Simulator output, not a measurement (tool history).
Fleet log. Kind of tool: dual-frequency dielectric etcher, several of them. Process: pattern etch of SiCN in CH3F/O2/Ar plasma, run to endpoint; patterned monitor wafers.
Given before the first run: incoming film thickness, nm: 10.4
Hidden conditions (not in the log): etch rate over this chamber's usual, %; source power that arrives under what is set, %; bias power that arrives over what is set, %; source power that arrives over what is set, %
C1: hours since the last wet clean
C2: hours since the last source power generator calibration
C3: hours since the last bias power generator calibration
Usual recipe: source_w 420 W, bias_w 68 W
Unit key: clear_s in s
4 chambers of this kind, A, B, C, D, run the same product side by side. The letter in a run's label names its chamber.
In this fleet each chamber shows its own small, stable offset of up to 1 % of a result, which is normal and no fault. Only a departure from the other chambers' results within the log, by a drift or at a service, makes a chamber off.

{"run": "1D", "day": 0.221, "source_w": 420, "bias_w": 68, "C1": 176.6, "C2": 2252.1, "C3": 3599.7, "clear_s": 27.722}
{"day": 0.475, "done": "chamber C: wet clean of the chamber"}
{"run": "2B", "day": 0.538, "source_w": 420, "bias_w": 68, "C1": 411.8, "C2": 83.2, "C3": 156.7, "clear_s": 27.787}
{"run": "3A", "day": 0.95, "source_w": 420, "bias_w": 68, "C1": 331.7, "C2": 981.9, "C3": 122.1, "clear_s": 27.623}
{"run": "4C", "day": 1.242, "source_w": 420, "bias_w": 68, "C1": 18.4, "C2": 2648.1, "C3": 972.7, "clear_s": 27.515}
{"run": "5D", "day": 1.483, "source_w": 420, "bias_w": 55, "C1": 206.9, "C2": 2282.4, "C3": 3630.0, "clear_s": 29.688}
{"run": "6A", "day": 1.804, "source_w": 420, "bias_w": 55, "C1": 352.2, "C2": 1002.4, "C3": 142.6, "clear_s": 30.172}
{"run": "7B", "day": 2.188, "source_w": 420, "bias_w": 55, "C1": 451.4, "C2": 122.8, "C3": 196.3, "clear_s": 29.795}
{"run": "8C", "day": 2.429, "source_w": 420, "bias_w": 55, "C1": 46.9, "C2": 2676.6, "C3": 1001.2, "clear_s": 29.474}
{"run": "9B", "day": 2.858, "source_w": 420, "bias_w": 68, "C1": 467.5, "C2": 138.9, "C3": 212.4, "clear_s": 27.488}
{"run": "10A", "day": 3.196, "source_w": 420, "bias_w": 68, "C1": 385.6, "C2": 1035.8, "C3": 176.0, "clear_s": 27.519}
{"run": "11C", "day": 3.446, "source_w": 420, "bias_w": 68, "C1": 71.3, "C2": 2701.0, "C3": 1025.6, "clear_s": 27.305}
{"run": "12D", "day": 3.742, "source_w": 420, "bias_w": 68, "C1": 261.1, "C2": 2336.6, "C3": 3684.2, "clear_s": 27.823}
{"run": "13C", "day": 4.0, "source_w": 390, "bias_w": 68, "C1": 84.6, "C2": 2714.3, "C3": 1038.9, "clear_s": 27.93}
{"run": "14D", "day": 4.258, "source_w": 390, "bias_w": 68, "C1": 273.5, "C2": 2349.0, "C3": 3696.6, "clear_s": 28.531}
{"run": "15A", "day": 4.654, "source_w": 390, "bias_w": 68, "C1": 420.6, "C2": 1070.8, "C3": 211.0, "clear_s": 28.348}
{"run": "16B", "day": 4.921, "source_w": 390, "bias_w": 68, "C1": 517.0, "C2": 188.4, "C3": 261.9, "clear_s": 28.388}
{"run": "17D", "day": 5.262, "source_w": 420, "bias_w": 68, "C1": 297.6, "C2": 2373.1, "C3": 3720.7, "clear_s": 27.767}
{"run": "18B", "day": 5.692, "source_w": 420, "bias_w": 62, "C1": 535.5, "C2": 206.9, "C3": 280.4, "clear_s": 28.666}
{"day": 5.696, "done": "chamber B: wet clean of the chamber"}
{"run": "19A", "day": 5.892, "source_w": 420, "bias_w": 62, "C1": 450.3, "C2": 1100.5, "C3": 240.7, "clear_s": 28.758}
{"run": "20C", "day": 6.204, "source_w": 420, "bias_w": 62, "C1": 137.5, "C2": 2767.2, "C3": 1091.8, "clear_s": 28.217}
{"run": "21A", "day": 6.442, "source_w": 420, "bias_w": 62, "C1": 463.5, "C2": 1113.7, "C3": 253.9, "clear_s": 28.574}
{"run": "22D", "day": 6.783, "source_w": 420, "bias_w": 68, "C1": 334.1, "C2": 2409.6, "C3": 3757.2, "clear_s": 27.722}
{"run": "23C", "day": 7.054, "source_w": 420, "bias_w": 68, "C1": 157.9, "C2": 2787.6, "C3": 1112.2, "clear_s": 27.136}
{"run": "24B", "day": 7.367, "source_w": 420, "bias_w": 68, "C1": 40.1, "C2": 247.1, "C3": 320.6, "clear_s": 27.942}
{"run": "25A", "day": 7.621, "source_w": 420, "bias_w": 79, "C1": 491.8, "C2": 1142.0, "C3": 282.2, "clear_s": 26.558}
{"run": "26D", "day": 7.821, "source_w": 420, "bias_w": 79, "C1": 359.0, "C2": 2434.5, "C3": 3782.1, "clear_s": 26.19}
{"run": "27B", "day": 8.033, "source_w": 420, "bias_w": 79, "C1": 56.1, "C2": 263.1, "C3": 336.6, "clear_s": 26.413}
{"day": 8.183, "done": "chamber A: wet clean of the chamber"}
{"run": "28C", "day": 8.262, "source_w": 420, "bias_w": 79, "C1": 186.9, "C2": 2816.6, "C3": 1141.2, "clear_s": 25.887}
{"run": "29B", "day": 8.579, "source_w": 420, "bias_w": 68, "C1": 69.2, "C2": 276.2, "C3": 349.7, "clear_s": 27.852}
{"run": "30A", "day": 8.854, "source_w": 420, "bias_w": 68, "C1": 16.1, "C2": 1171.6, "C3": 311.8, "clear_s": 27.441}
{"run": "31C", "day": 9.071, "source_w": 420, "bias_w": 68, "C1": 206.3, "C2": 2836.0, "C3": 1160.6, "clear_s": 27.362}
{"run": "32D", "day": 9.35, "source_w": 420, "bias_w": 68, "C1": 395.7, "C2": 2471.2, "C3": 3818.8, "clear_s": 27.854}
{"run": "33A", "day": 9.617, "source_w": 420, "bias_w": 68, "C1": 34.4, "C2": 1189.9, "C3": 330.1, "clear_s": 27.566}
{"run": "34B", "day": 10.012, "source_w": 420, "bias_w": 68, "C1": 103.6, "C2": 310.6, "C3": 384.1, "clear_s": 27.822}
{"run": "35C", "day": 10.371, "source_w": 420, "bias_w": 68, "C1": 237.5, "C2": 2867.2, "C3": 1191.8, "clear_s": 27.592}
{"run": "36D", "day": 10.596, "source_w": 420, "bias_w": 68, "C1": 425.6, "C2": 2501.1, "C3": 3848.7, "clear_s": 27.861}
{"run": "37A", "day": 10.942, "source_w": 420, "bias_w": 68, "C1": 66.2, "C2": 1221.7, "C3": 361.9, "clear_s": 27.831}

Next, every chamber runs the same settings. What will each give?
{"run": "38A", "day": 11.254, "source_w": 420, "bias_w": 68, "clear_s": "?"}
{"run": "38B", "day": 11.254, "source_w": 420, "bias_w": 68, "clear_s": "?"}
{"run": "38C", "day": 11.254, "source_w": 420, "bias_w": 68, "clear_s": "?"}
{"run": "38D", "day": 11.254, "source_w": 420, "bias_w": 68, "clear_s": "?"}

run=38A clear_s=27.920
run=38B clear_s=27.579
run=38C clear_s=27.454
run=38D clear_s=27.854
